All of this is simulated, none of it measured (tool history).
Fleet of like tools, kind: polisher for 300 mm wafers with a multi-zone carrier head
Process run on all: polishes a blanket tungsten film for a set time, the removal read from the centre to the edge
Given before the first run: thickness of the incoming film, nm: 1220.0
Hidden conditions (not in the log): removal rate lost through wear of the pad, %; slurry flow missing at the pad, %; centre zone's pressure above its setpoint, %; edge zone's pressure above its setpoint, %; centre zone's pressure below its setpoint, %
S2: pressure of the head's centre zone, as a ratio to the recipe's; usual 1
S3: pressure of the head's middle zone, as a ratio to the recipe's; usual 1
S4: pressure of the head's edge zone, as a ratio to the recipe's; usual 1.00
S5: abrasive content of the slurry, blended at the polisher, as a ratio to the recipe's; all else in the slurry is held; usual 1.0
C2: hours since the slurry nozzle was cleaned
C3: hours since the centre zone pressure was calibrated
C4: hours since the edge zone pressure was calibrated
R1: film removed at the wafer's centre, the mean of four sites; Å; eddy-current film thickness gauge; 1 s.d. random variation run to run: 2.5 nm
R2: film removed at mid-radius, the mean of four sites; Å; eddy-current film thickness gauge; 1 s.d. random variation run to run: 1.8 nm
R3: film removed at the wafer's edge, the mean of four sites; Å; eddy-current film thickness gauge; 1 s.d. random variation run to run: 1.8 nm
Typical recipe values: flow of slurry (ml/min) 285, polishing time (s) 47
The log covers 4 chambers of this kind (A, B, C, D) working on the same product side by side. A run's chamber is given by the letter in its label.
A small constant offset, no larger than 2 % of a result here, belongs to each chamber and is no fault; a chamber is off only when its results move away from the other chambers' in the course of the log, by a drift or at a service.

{"run": "1B", "hour": 3.6, "flow of slurry (ml/min)": 285, "S2": 1, "S3": 1, "S4": 1.0, "S5": 1.0, "polishing time (s)": 47, "wafers polished on this pad": 424, "C2": 35.3, "C3": 201.5, "C4": 663.4, "R1": 1984.8, "R2": 2011.6, "R3": 2003.2}
{"run": "2D", "hour": 6.0, "flow of slurry (ml/min)": 285, "S2": 1, "S3": 1, "S4": 1.0, "S5": 1.0, "polishing time (s)": 47, "wafers polished on this pad": 661, "C2": 732.0, "C3": 95.6, "C4": 644.7, "R1": 2045.4, "R2": 1976.8, "R3": 2000.5}
{"run": "3C", "hour": 9.0, "flow of slurry (ml/min)": 285, "S2": 1, "S3": 1, "S4": 1.0, "S5": 1.0, "polishing time (s)": 47, "wafers polished on this pad": 813, "C2": 331.7, "C3": 41.9, "C4": 168.1, "R1": 2016.2, "R2": 1991.6, "R3": 2007.0}
{"run": "4A", "hour": 13.3, "flow of slurry (ml/min)": 285, "S2": 1, "S3": 1, "S4": 1.0, "S5": 1.0, "polishing time (s)": 47, "wafers polished on this pad": 861, "C2": 113.3, "C3": 178.0, "C4": 1125.8, "R1": 1957.8, "R2": 1996.9, "R3": 2007.9}
{"hour": 14.6, "done": "chamber C: worn pad replaced by a new one"}
{"hour": 17.1, "done": "chamber A: worn pad replaced by a new one"}
{"run": "5B", "hour": 17.2, "flow of slurry (ml/min)": 285, "S2": 1, "S3": 1, "S4": 1.0, "S5": 1.0, "polishing time (s)": 47, "wafers polished on this pad": 544, "C2": 48.9, "C3": 215.1, "C4": 677.0, "R1": 2031.2, "R2": 1969.5, "R3": 1970.7}
{"run": "6A", "hour": 19.3, "flow of slurry (ml/min)": 285, "S2": 1, "S3": 1, "S4": 1.0, "S5": 1.0, "polishing time (s)": 47, "wafers polished on this pad": 19, "C2": 119.3, "C3": 184.0, "C4": 1131.8, "R1": 2021.0, "R2": 1998.6, "R3": 2024.1}
{"run": "7C", "hour": 21.8, "flow of slurry (ml/min)": 285, "S2": 1, "S3": 1, "S4": 1.0, "S5": 1.0, "polishing time (s)": 47, "wafers polished on this pad": 64, "C2": 344.5, "C3": 54.7, "C4": 180.9, "R1": 1971.0, "R2": 1991.1, "R3": 1989.1}
{"run": "8D", "hour": 25.3, "flow of slurry (ml/min)": 285, "S2": 1, "S3": 1, "S4": 1.0, "S5": 1.0, "polishing time (s)": 47, "wafers polished on this pad": 832, "C2": 751.3, "C3": 114.9, "C4": 664.0, "R1": 1986.4, "R2": 1948.0, "R3": 1993.2}
{"run": "9D", "hour": 28.2, "flow of slurry (ml/min)": 285, "S2": 1, "S3": 1, "S4": 1.0, "S5": 1.0, "polishing time (s)": 47, "wafers polished on this pad": 858, "C2": 754.2, "C3": 117.8, "C4": 666.9, "R1": 2003.3, "R2": 1973.5, "R3": 2001.4}
{"hour": 29.6, "done": "chamber D: worn pad replaced by a new one"}
{"run": "10A", "hour": 31.1, "flow of slurry (ml/min)": 285, "S2": 1, "S3": 1, "S4": 1.0, "S5": 1.0, "polishing time (s)": 47, "wafers polished on this pad": 124, "C2": 131.1, "C3": 195.8, "C4": 1143.6, "R1": 2029.8, "R2": 1991.4, "R3": 2012.4}
{"run": "11B", "hour": 33.7, "flow of slurry (ml/min)": 285, "S2": 1, "S3": 1, "S4": 1.0, "S5": 1.0, "polishing time (s)": 47, "wafers polished on this pad": 690, "C2": 65.4, "C3": 231.6, "C4": 693.5, "R1": 2037.9, "R2": 1981.8, "R3": 2013.7}
{"run": "12C", "hour": 38.0, "flow of slurry (ml/min)": 285, "S2": 1, "S3": 1, "S4": 1.0, "S5": 1.0, "polishing time (s)": 47, "wafers polished on this pad": 207, "C2": 360.7, "C3": 70.9, "C4": 197.1, "R1": 1946.3, "R2": 2001.6, "R3": 1983.8}
{"run": "13B", "hour": 41.7, "flow of slurry (ml/min)": 285, "S2": 1, "S3": 1, "S4": 1.0, "S5": 1.0, "polishing time (s)": 47, "wafers polished on this pad": 761, "C2": 73.4, "C3": 239.6, "C4": 701.5, "R1": 2050.1, "R2": 1985.7, "R3": 2000.0}
{"hour": 42.7, "done": "chamber B: worn pad replaced by a new one"}
{"run": "14C", "hour": 44.9, "flow of slurry (ml/min)": 285, "S2": 1, "S3": 1, "S4": 1.0, "S5": 1.0, "polishing time (s)": 47, "wafers polished on this pad": 269, "C2": 367.6, "C3": 77.8, "C4": 204.0, "R1": 2001.5, "R2": 1984.2, "R3": 2027.9}
{"run": "15A", "hour": 48.7, "flow of slurry (ml/min)": 285, "S2": 1, "S3": 1, "S4": 1.0, "S5": 1.0, "polishing time (s)": 47, "wafers polished on this pad": 280, "C2": 148.7, "C3": 213.4, "C4": 1161.2, "R1": 2026.8, "R2": 2008.5, "R3": 2046.8}
{"run": "16D", "hour": 50.7, "flow of slurry (ml/min)": 285, "S2": 1, "S3": 1, "S4": 1.0, "S5": 1.0, "polishing time (s)": 47, "wafers polished on this pad": 187, "C2": 776.7, "C3": 140.3, "C4": 689.4, "R1": 1998.4, "R2": 1977.2, "R3": 1987.8}
{"run": "17D", "hour": 53.6, "flow of slurry (ml/min)": 285, "S2": 1, "S3": 1, "S4": 1.12, "S5": 1.1, "polishing time (s)": 47, "wafers polished on this pad": 212, "C2": 779.6, "C3": 143.2, "C4": 692.3, "R1": 2085.7, "R2": 2029.9, "R3": 2181.9}
{"run": "18B", "hour": 57.4, "flow of slurry (ml/min)": 285, "S2": 1, "S3": 1, "S4": 1.12, "S5": 1.1, "polishing time (s)": 47, "wafers polished on this pad": 130, "C2": 89.1, "C3": 255.3, "C4": 717.2, "R1": 2070.0, "R2": 2049.4, "R3": 2193.9}
{"hour": 58.8, "done": "chamber D: slurry nozzle cleaned"}
{"run": "19C", "hour": 59.5, "flow of slurry (ml/min)": 285, "S2": 1, "S3": 1, "S4": 1.12, "S5": 1.1, "polishing time (s)": 47, "wafers polished on this pad": 398, "C2": 382.2, "C3": 92.4, "C4": 218.6, "R1": 1994.7, "R2": 2066.3, "R3": 2179.4}
{"run": "20A", "hour": 63.5, "flow of slurry (ml/min)": 285, "S2": 1, "S3": 1, "S4": 1.12, "S5": 1.1, "polishing time (s)": 47, "wafers polished on this pad": 411, "C2": 163.5, "C3": 228.2, "C4": 1176.0, "R1": 2087.3, "R2": 2037.8, "R3": 2200.0}
{"run": "21D", "hour": 66.8, "flow of slurry (ml/min)": 285, "S2": 1, "S3": 1, "S4": 1.0, "S5": 1.0, "polishing time (s)": 47, "wafers polished on this pad": 329, "C2": 8.0, "C3": 156.4, "C4": 705.5, "R1": 1999.7, "R2": 1979.9, "R3": 2022.3}
{"run": "22A", "hour": 71.2, "flow of slurry (ml/min)": 285, "S2": 1, "S3": 1, "S4": 1.0, "S5": 1.0, "polishing time (s)": 47, "wafers polished on this pad": 479, "C2": 171.2, "C3": 235.9, "C4": 1183.7, "R1": 1989.9, "R2": 2032.5, "R3": 2013.6}
{"run": "23B", "hour": 73.5, "flow of slurry (ml/min)": 285, "S2": 1, "S3": 1, "S4": 1.0, "S5": 1.0, "polishing time (s)": 47, "wafers polished on this pad": 272, "C2": 105.2, "C3": 271.4, "C4": 733.3, "R1": 1990.2, "R2": 1989.6, "R3": 2011.5}
{"run": "24C", "hour": 77.1, "flow of slurry (ml/min)": 285, "S2": 1, "S3": 1, "S4": 1.0, "S5": 1.0, "polishing time (s)": 47, "wafers polished on this pad": 554, "C2": 399.8, "C3": 110.0, "C4": 236.2, "R1": 1981.2, "R2": 1990.5, "R3": 1993.3}
{"run": "25D", "hour": 80.6, "flow of slurry (ml/min)": 285, "S2": 1, "S3": 1, "S4": 1.0, "S5": 1.0, "polishing time (s)": 47, "wafers polished on this pad": 451, "C2": 21.8, "C3": 170.2, "C4": 719.3, "R1": 2021.8, "R2": 1971.4, "R3": 2030.6}
{"run": "26A", "hour": 83.1, "flow of slurry (ml/min)": 285, "S2": 1, "S3": 1, "S4": 1.0, "S5": 1.0, "polishing time (s)": 47, "wafers polished on this pad": 584, "C2": 183.1, "C3": 247.8, "C4": 1195.6, "R1": 2007.6, "R2": 2036.0, "R3": 2006.2}
{"run": "27C", "hour": 86.5, "flow of slurry (ml/min)": 285, "S2": 1, "S3": 1, "S4": 1.0, "S5": 1.0, "polishing time (s)": 47, "wafers polished on this pad": 637, "C2": 409.2, "C3": 119.4, "C4": 245.6, "R1": 1991.9, "R2": 1996.3, "R3": 2028.4}
{"run": "28B", "hour": 90.1, "flow of slurry (ml/min)": 285, "S2": 1, "S3": 1, "S4": 1.0, "S5": 1.0, "polishing time (s)": 47, "wafers polished on this pad": 419, "C2": 121.8, "C3": 288.0, "C4": 749.9, "R1": 2034.7, "R2": 2028.2, "R3": 2012.4}
{"run": "29B", "hour": 94.2, "flow of slurry (ml/min)": 285, "S2": 1, "S3": 1, "S4": 1.0, "S5": 1.0, "polishing time (s)": 47, "wafers polished on this pad": 455, "C2": 125.9, "C3": 292.1, "C4": 754.0, "R1": 2013.1, "R2": 1966.4, "R3": 1989.8}
{"hour": 95.3, "done": "chamber B: edge zone pressure recalibrated"}
{"hour": 97.2, "done": "chamber C: worn pad replaced by a new one"}
{"run": "30A", "hour": 97.9, "flow of slurry (ml/min)": 285, "S2": 1, "S3": 1, "S4": 1.0, "S5": 0.8, "polishing time (s)": 36, "wafers polished on this pad": 715, "C2": 197.9, "C3": 262.6, "C4": 1210.4, "R1": 1464.4, "R2": 1470.6, "R3": 1475.0}
{"run": "31D", "hour": 102.2, "flow of slurry (ml/min)": 285, "S2": 1, "S3": 1, "S4": 1.0, "S5": 0.8, "polishing time (s)": 36, "wafers polished on this pad": 642, "C2": 43.4, "C3": 191.8, "C4": 740.9, "R1": 1442.2, "R2": 1431.3, "R3": 1446.6}
{"run": "32C", "hour": 106.1, "flow of slurry (ml/min)": 285, "S2": 1, "S3": 1, "S4": 1.0, "S5": 0.8, "polishing time (s)": 36, "wafers polished on this pad": 79, "C2": 428.8, "C3": 139.0, "C4": 265.2, "R1": 1424.7, "R2": 1417.6, "R3": 1446.0}
{"run": "33C", "hour": 108.8, "flow of slurry (ml/min)": 285, "S2": 1, "S3": 1, "S4": 1.0, "S5": 0.8, "polishing time (s)": 36, "wafers polished on this pad": 103, "C2": 431.5, "C3": 141.7, "C4": 267.9, "R1": 1423.8, "R2": 1457.1, "R3": 1458.2}
{"run": "34B", "hour": 111.9, "flow of slurry (ml/min)": 285, "S2": 1, "S3": 1, "S4": 1.0, "S5": 1.0, "polishing time (s)": 47, "wafers polished on this pad": 612, "C2": 143.6, "C3": 309.8, "C4": 16.7, "R1": 2003.3, "R2": 1993.8, "R3": 1983.8}
{"run": "35A", "hour": 114.7, "flow of slurry (ml/min)": 285, "S2": 1, "S3": 1, "S4": 1.0, "S5": 1.0, "polishing time (s)": 47, "wafers polished on this pad": 864, "C2": 214.7, "C3": 279.4, "C4": 1227.2, "R1": 2000.4, "R2": 1994.8, "R3": 1984.3}
{"run": "36D", "hour": 117.0, "flow of slurry (ml/min)": 285, "S2": 1, "S3": 1, "S4": 1.0, "S5": 1.0, "polishing time (s)": 47, "wafers polished on this pad": 773, "C2": 58.2, "C3": 206.6, "C4": 755.7, "R1": 2013.5, "R2": 1976.7, "R3": 2011.8}
{"run": "37A", "hour": 119.4, "flow of slurry (ml/min)": 285, "S2": 1, "S3": 1, "S4": 1.0, "S5": 1.0, "polishing time (s)": 47, "wafers polished on this pad": 905, "C2": 219.4, "C3": 284.1, "C4": 1231.9, "R1": 1965.5, "R2": 2000.3, "R3": 1990.7}
{"run": "38B", "hour": 122.3, "flow of slurry (ml/min)": 285, "S2": 1, "S3": 1, "S4": 1.0, "S5": 1.0, "polishing time (s)": 47, "wafers polished on this pad": 704, "C2": 154.0, "C3": 320.2, "C4": 27.1, "R1": 2005.1, "R2": 1994.4, "R3": 2025.3}
{"hour": 124.6, "done": "chamber A: worn pad replaced by a new one"}
{"hour": 126.6, "done": "chamber D: worn pad replaced by a new one"}
{"run": "39D", "hour": 126.7, "flow of slurry (ml/min)": 285, "S2": 1, "S3": 1, "S4": 1.0, "S5": 1.0, "polishing time (s)": 47, "wafers polished on this pad": 1, "C2": 67.9, "C3": 216.3, "C4": 765.4, "R1": 2008.7, "R2": 1976.8, "R3": 1994.0}
{"run": "40C", "hour": 130.4, "flow of slurry (ml/min)": 285, "S2": 1, "S3": 1, "S4": 1.0, "S5": 1.0, "polishing time (s)": 47, "wafers polished on this pad": 294, "C2": 453.1, "C3": 163.3, "C4": 289.5, "R1": 1928.8, "R2": 2012.9, "R3": 2048.7}
{"run": "41A", "hour": 133.0, "flow of slurry (ml/min)": 285, "S2": 1, "S3": 1, "S4": 1.0, "S5": 1.0, "polishing time (s)": 47, "wafers polished on this pad": 74, "C2": 233.0, "C3": 297.7, "C4": 1245.5, "R1": 2011.3, "R2": 2008.9, "R3": 2015.6}
{"run": "42C", "hour": 137.3, "flow of slurry (ml/min)": 285, "S2": 1, "S3": 1, "S4": 1.0, "S5": 1.0, "polishing time (s)": 47, "wafers polished on this pad": 355, "C2": 460.0, "C3": 170.2, "C4": 296.4, "R1": 2021.3, "R2": 1998.1, "R3": 2024.5}
{"run": "43D", "hour": 141.3, "flow of slurry (ml/min)": 285, "S2": 1, "S3": 1, "S4": 1.0, "S5": 1.0, "polishing time (s)": 47, "wafers polished on this pad": 130, "C2": 82.5, "C3": 230.9, "C4": 780.0, "R1": 2027.3, "R2": 1985.5, "R3": 2005.5}
{"run": "44B", "hour": 144.4, "flow of slurry (ml/min)": 285, "S2": 1, "S3": 1, "S4": 1.0, "S5": 1.0, "polishing time (s)": 47, "wafers polished on this pad": 900, "C2": 176.1, "C3": 342.3, "C4": 49.2, "R1": 1999.2, "R2": 2012.7, "R3": 2024.3}

What goes on in this fleet: one chamber off, a drifting gauge, or nothing beyond the chambers' own small offsets? Name the chamber and the cause, if any.

No chamber is off and the gauge is stable; the differences are just each chamber's small, constant offset.

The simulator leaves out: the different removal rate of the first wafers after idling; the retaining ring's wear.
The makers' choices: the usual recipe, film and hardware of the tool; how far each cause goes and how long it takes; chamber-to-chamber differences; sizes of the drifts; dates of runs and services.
